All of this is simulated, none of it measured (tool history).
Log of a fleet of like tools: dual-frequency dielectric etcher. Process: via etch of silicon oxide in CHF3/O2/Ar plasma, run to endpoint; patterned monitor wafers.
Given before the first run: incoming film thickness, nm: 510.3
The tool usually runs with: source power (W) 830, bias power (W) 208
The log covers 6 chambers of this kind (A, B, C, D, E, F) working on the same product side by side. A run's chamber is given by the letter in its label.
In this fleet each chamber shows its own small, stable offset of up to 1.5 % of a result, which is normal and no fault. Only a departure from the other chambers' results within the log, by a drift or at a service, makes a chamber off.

run,hour,source power (W),bias power (W),endpoint time (s)
# hour 1.9: chamber F: wet clean of the chamber
1C,10.4,830,208,215.47
2D,18.8,830,208,219.35
3A,26.3,830,208,220.76
4F,31.9,830,208,217.54
5E,40.4,830,208,217.17
6B,49.1,830,208,216.49
7F,58,830,208,214.77
8D,65.4,720,187,240.48
9E,72.4,720,187,239.27
10C,77.8,720,187,234.03
11B,86.1,720,187,234.01
# hour 86.3: chamber D: wet clean of the chamber
12A,91.1,720,187,240.83
13E,101,720,187,240.23
14B,107,830,208,214.98
15A,114.5,830,208,219.82
16F,122,830,208,218.73
# hour 128.1: chamber E: wet clean of the chamber
17D,130.6,830,208,219.04
18C,140.2,830,208,219.36
19D,149,830,208,220.47
20E,155.8,830,208,219.97
# hour 159.6: chamber A: wet clean of the chamber
21C,163.7,830,208,221.18
22B,173,830,208,215.73
23F,181.8,720,244,219.15
24A,191.6,720,244,216.96
# hour 195: chamber B: bias power generator calibrated
25B,200.4,720,244,215.43
26E,208.9,720,244,218.25
27D,218.1,720,244,218.34
28A,225.4,720,244,219.37
29F,230.6,830,208,220.08
30C,238,830,208,222.58
31B,247.3,830,208,216.61
32E,257.2,750,164,245.78
33C,264.8,750,164,252.85
34A,269.9,750,164,247.32
35D,276.2,750,164,247.74
36F,286,750,164,244.53
37F,295.3,750,164,244.35
38A,303.4,830,208,217.51

Next, all 6 chambers run the settings below, one line each with question marks for the results. What does each chamber give?
39A,311.1,920,208,?
39B,311.1,920,208,?
39C,311.1,920,208,?
39D,311.1,920,208,?
39E,311.1,920,208,?
39F,311.1,920,208,?

run,endpoint time (s)
39A,209.57
39B,209.72
39C,221.35
39D,210.75
39E,208.07
39F,210.14
